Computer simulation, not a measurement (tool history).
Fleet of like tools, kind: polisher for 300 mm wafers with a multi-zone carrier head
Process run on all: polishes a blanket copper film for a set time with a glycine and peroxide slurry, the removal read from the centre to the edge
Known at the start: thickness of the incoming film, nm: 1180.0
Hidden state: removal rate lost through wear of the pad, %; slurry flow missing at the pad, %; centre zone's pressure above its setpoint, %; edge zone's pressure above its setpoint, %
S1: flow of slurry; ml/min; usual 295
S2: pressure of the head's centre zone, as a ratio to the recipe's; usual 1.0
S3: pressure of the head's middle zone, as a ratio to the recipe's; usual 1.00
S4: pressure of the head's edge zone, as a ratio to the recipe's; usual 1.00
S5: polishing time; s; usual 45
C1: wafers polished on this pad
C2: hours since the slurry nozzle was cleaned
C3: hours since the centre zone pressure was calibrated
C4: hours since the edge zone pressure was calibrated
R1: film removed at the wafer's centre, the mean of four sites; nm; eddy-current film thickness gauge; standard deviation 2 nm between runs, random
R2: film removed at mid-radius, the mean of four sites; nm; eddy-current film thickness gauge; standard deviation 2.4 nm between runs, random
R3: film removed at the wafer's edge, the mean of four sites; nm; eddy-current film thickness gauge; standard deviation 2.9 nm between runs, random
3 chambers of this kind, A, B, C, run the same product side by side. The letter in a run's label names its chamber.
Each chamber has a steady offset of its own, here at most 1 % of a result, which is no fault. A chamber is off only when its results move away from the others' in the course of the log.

run,hour,S1,S2,S3,S4,S5,C1,C2,C3,C4,R1,R2,R3
# hour 2.7: chamber B: worn pad replaced by a new one
1B,5.2,295,1.0,1.00,1.00,45,35,97.8,849.6,449.1,194.62,195.19,199.30
2C,11.1,295,1.0,1.00,1.00,45,880,251.1,136.7,49.4,196.45,197.86,192.48
# hour 13.3: chamber A: slurry nozzle cleaned
3A,18.9,295,1.0,1.00,1.00,45,594,5.7,831.1,926.5,199.06,195.81,195.35
# hour 25.6: chamber C: worn pad replaced by a new one
4C,26.9,295,1.0,1.00,1.00,45,19,266.9,152.5,65.2,198.06,196.10,201.35
5A,31.2,295,1.0,1.00,1.00,45,764,18.0,843.4,938.8,199.92,196.07,191.54
6B,39.1,295,1.0,1.09,1.09,45,504,131.7,883.5,483.0,198.27,212.90,205.86
7B,43.9,295,1.0,1.09,1.09,45,570,136.5,888.3,487.8,195.39,211.10,201.91
8C,52.5,295,1.0,1.09,1.09,45,373,292.5,178.1,90.8,198.51,212.29,206.77
# hour 59.1: chamber A: worn pad replaced by a new one
9A,59.6,295,1.0,1.00,1.00,45,7,46.4,871.8,967.2,198.46,198.41,194.65
# hour 62.7: chamber B: worn pad replaced by a new one
10B,64.4,295,1.0,1.00,1.00,45,23,157.0,908.8,508.3,199.31,195.51,198.77
11A,71.9,295,1.0,1.00,1.00,45,177,58.7,884.1,979.5,197.62,199.37,198.10
12C,78.0,295,1.0,1.00,1.00,45,726,318.0,203.6,116.3,198.36,196.45,193.23
# hour 82.2: chamber C: slurry nozzle cleaned
13B,82.5,295,1.0,1.00,1.00,45,274,175.1,926.9,526.4,195.95,196.72,197.99
# hour 83.7: chamber B: edge zone pressure recalibrated
14C,88.4,295,1.0,1.00,1.00,45,870,6.3,214.0,126.7,196.04,198.52,195.30
15A,93.9,295,1.0,1.00,1.00,45,482,80.7,906.1,1001.5,198.25,195.40,199.47
16C,99.4,295,1.0,1.00,1.00,45,1022,17.3,225.0,137.7,199.66,198.10,193.83
17B,107.1,295,1.0,1.00,1.00,45,614,199.7,951.5,23.4,196.69,197.42,202.05
# hour 109.5: chamber B: worn pad replaced by a new one
18A,112.9,295,1.0,1.00,1.00,45,745,99.7,925.1,1020.5,197.97,200.26,198.31
19B,117.5,295,1.0,1.00,1.00,45,111,210.1,961.9,33.8,193.71,196.60,194.28
# hour 117.9: chamber C: worn pad replaced by a new one
# hour 119.0: chamber A: centre zone pressure recalibrated
20A,124.8,295,1.0,1.00,1.00,38,909,111.6,5.8,1032.4,169.02,163.07,169.93
21C,131.4,295,1.0,1.00,1.00,38,188,49.3,257.0,169.7,170.64,167.04,164.35
22A,136.0,295,1.0,1.00,1.00,38,1064,122.8,17.0,1043.6,165.88,165.36,162.05
23C,141.2,295,1.0,1.00,1.00,45,323,59.1,266.8,179.5,202.06,195.23,196.46
# hour 145.3: chamber A: worn pad replaced by a new one
24B,146.5,295,1.0,1.00,1.00,45,512,239.1,990.9,62.8,196.97,194.06,198.84
25C,153.4,295,1.0,1.00,1.00,45,492,71.3,279.0,191.7,204.92,196.45,193.57
# hour 156.4: chamber B: worn pad replaced by a new one
26B,161.9,295,1.0,1.00,1.00,45,76,254.5,1006.3,78.2,199.46,194.45,197.33
27A,170.0,295,1.0,1.00,1.00,45,342,156.8,51.0,1077.6,196.89,193.17,194.69
28A,177.5,295,1.0,1.00,1.00,45,445,164.3,58.5,1085.1,198.30,196.60,197.32
29C,182.7,295,1.0,1.07,1.00,45,897,100.6,308.3,221.0,211.01,211.86,189.11
30B,189.9,295,1.0,1.07,1.00,45,464,282.5,1034.3,106.2,198.67,205.96,197.55
31C,194.8,295,1.0,1.07,1.00,45,1065,112.7,320.4,233.1,211.41,207.48,200.91
32A,199.9,295,1.0,1.00,1.00,45,755,186.7,80.9,1107.5,198.53,199.35,194.69
33B,205.4,295,1.0,1.00,1.00,45,678,298.0,1049.8,121.7,191.60,195.06,200.46
34B,213.4,295,1.0,1.00,1.00,45,789,306.0,1057.8,129.7,193.13,198.55,196.61
# hour 216.4: chamber B: worn pad replaced by a new one
# hour 219.2: chamber B: centre zone pressure recalibrated
35A,219.6,295,1.0,1.00,1.00,45,1028,206.4,100.6,1127.2,197.30,194.75,196.22
# hour 221.3: chamber C: worn pad replaced by a new one
36C,223.4,295,1.1,1.00,0.93,45,30,141.3,349.0,261.7,237.85,198.85,184.76
37C,227.1,295,1.1,1.00,0.93,45,81,145.0,352.7,265.4,238.47,197.37,184.64
# hour 228.3: chamber A: worn pad replaced by a new one
38A,235.0,295,1.1,1.00,0.93,45,93,221.8,116.0,1142.6,214.88,196.25,188.86
39B,240.3,295,1.0,1.00,1.00,45,330,332.9,21.1,156.6,194.58,194.82,192.86
40A,244.6,295,1.0,1.00,1.00,45,226,231.4,125.6,1152.2,198.31,194.86,197.88
41B,248.5,295,1.0,1.00,1.00,45,444,341.1,29.3,164.8,197.96,198.13,201.69
42C,253.2,295,1.0,1.00,1.00,45,442,171.1,378.8,291.5,212.35,195.87,192.96
43A,261.8,295,1.0,1.00,1.00,45,464,248.6,142.8,1169.4,196.88,199.38,199.82
44B,266.0,295,1.0,1.00,1.00,45,686,358.6,46.8,182.3,194.67,193.91,200.36

Is one chamber out of step, is the gauge drifting, or do the chambers differ by no more than their own small offsets? For an off chamber, give its letter and the likeliest cause.

Little by little, chamber C moves away from the other chambers.
What lies behind it: centre zone's pressure above its setpoint, % = 9.08.

Chamber C could run next with any of the 4 candidate recipes listed below; each alters the usual settings, and their results appear as question marks. Which one brings its results back in line with what the other chambers deliver on the usual settings?
Maximum distance from the other chambers' mean on the usual settings for a result to count as in line: R1 7.10 nm; R2 8.20 nm; R3 10.00 nm
45C-1,272.2,285,0.86,1.01,1.06,44,,,,,?,?,?
45C-2,272.2,290,0.92,1.01,1.03,45,,,,,?,?,?
45C-3,272.2,305,1.14,0.99,0.94,46,,,,,?,?,?
45C-4,272.2,300,1.08,0.99,0.97,46,,,,,?,?,?

What the other chambers average on the usual settings: R1 196.74 nm; R2 195.35 nm; R3 196.24 nm
run,R1,R2,R3
45C-1,179.01,194.02,197.39
45C-2,197.38,198.71,199.07
45C-3,255.37,200.11,194.84
45C-4,240.62,199.86,197.77
45C-2 is the one that brings the chamber's results back in line with the other chambers.
